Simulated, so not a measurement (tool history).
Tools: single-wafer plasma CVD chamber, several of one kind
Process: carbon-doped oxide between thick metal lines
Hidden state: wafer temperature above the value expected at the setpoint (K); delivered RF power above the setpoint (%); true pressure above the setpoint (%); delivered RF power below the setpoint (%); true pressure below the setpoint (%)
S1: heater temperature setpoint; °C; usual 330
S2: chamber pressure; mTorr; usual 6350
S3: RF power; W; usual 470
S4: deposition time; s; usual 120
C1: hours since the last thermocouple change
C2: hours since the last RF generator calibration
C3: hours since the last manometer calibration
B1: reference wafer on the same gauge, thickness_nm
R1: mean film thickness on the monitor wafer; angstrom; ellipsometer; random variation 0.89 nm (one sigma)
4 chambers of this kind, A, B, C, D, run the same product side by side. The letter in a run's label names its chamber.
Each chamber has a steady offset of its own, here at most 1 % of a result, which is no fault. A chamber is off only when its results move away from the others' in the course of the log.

run	day	S1	S2	S3	S4	C1	C2	C3	B1	R1
# day 0.333: chamber B: thermocouple changed; heater temperature recalibrated
1C	0.333	330	6350	470	120	1913.6	1305.7	635	561.89	6347.4
2B	0.692	330	6350	470	120	8.7	490.2	1209.1	561.95	6361.3
3D	1.183	330	6350	470	120	964.5	664.5	1693.6	561.86	6331.7
4A	1.592	330	6350	470	120	1836.9	641.3	1080.2	561.72	6404.7
5C	2.188	330	6350	470	120	1958.1	1350.2	679.5	561.72	6347.3
6D	2.733	330	6350	470	120	1001.7	701.7	1730.8	561.3	6333.3
7A	3.088	330	6350	470	120	1872.8	677.2	1116.1	561.33	6413.5
8B	3.712	330	5880	470	120	81.2	562.7	1281.6	561.15	6306.7
9A	4.246	330	5880	470	120	1900.6	705	1143.9	561.19	6340.8
10C	4.771	330	5880	470	120	2020.1	1412.2	741.5	561.19	6296.8
11D	5.204	330	5880	470	120	1061	761	1790.1	561.01	6277.5
# day 5.612: chamber C: thermocouple changed; heater temperature recalibrated
12B	5.646	330	6350	520	120	127.6	609.1	1328	561.04	6768.9
13C	6.025	330	6350	520	120	10	1442.3	771.6	560.82	6736.9
14A	6.571	330	6350	520	120	1956.4	760.8	1199.7	560.72	6802.5
# day 6.833: chamber A: RF generator calibrated
15B	7.138	330	6350	520	120	163.4	644.9	1363.8	560.62	6769.6
16D	7.608	330	6350	470	120	1118.7	818.7	1847.8	560.54	6334.4
17A	8.171	330	6350	470	120	1994.8	32.1	1238.1	560.67	6391.9
18B	8.525	330	6350	470	120	196.7	678.2	1397.1	560.34	6341.9
19C	9.092	330	6350	545	135	83.6	1515.9	845.2	560.36	7789.6
20D	9.533	330	6350	545	135	1164.9	864.9	1894	560.55	7813.6
21B	9.942	330	6350	545	135	230.7	712.2	1431.1	560.21	7801.7
22A	10.5	330	6350	545	135	2050.7	88	1294	559.99	7881.7
23D	10.996	330	6350	470	120	1200	900	1929.1	560	6325.1
24C	11.525	330	6350	470	120	142	1574.3	903.6	560.06	6328.9
# day 12.171: chamber C: RF generator calibrated
25B	12.171	330	6350	470	120	284.2	765.7	1484.6	560.03	6314.6
26D	12.7	330	6350	470	120	1240.9	940.9	1970	559.89	6317.4
27A	13.142	330	6350	470	136	2114.1	151.4	1357.4	559.62	7217.7
28C	13.708	330	6350	470	136	194.4	36.9	956	559.77	7164.8
29B	14.317	330	6350	470	136	335.7	817.2	1536.1	559.5	7185.2
30A	14.608	330	6350	470	136	2149.3	186.6	1392.6	559.3	7219.3
31C	15.129	330	6350	470	120	228.5	71	990.1	559.59	6313.4
# day 15.35: chamber A: thermocouple changed; heater temperature recalibrated
32D	15.596	330	6350	470	120	1310.4	1010.4	2039.5	559.2	6310.9
33A	16.229	330	6350	470	120	21.1	225.5	1431.5	559.32	6380
34C	16.867	330	6350	470	120	270.2	112.7	1031.8	559.23	6320.8
35D	17.15	330	6350	470	120	1347.7	1047.7	2076.8	559	6289.8
36B	17.592	330	6350	470	120	414.3	895.8	1614.7	558.97	6312.8
37C	17.908	330	6350	470	120	295.2	137.7	1056.8	558.99	6317.2
38D	18.346	330	6350	470	120	1376.4	1076.4	2105.5	559.04	6310.5

Is one chamber off against the others, does the gauge drift, or is nothing wrong? If a chamber is off, say which, and what the likeliest cause is.

The gauge drifts, so all chambers seem to drift together. No chamber is off.
Cause: gauge reads low (%) = 0.575.
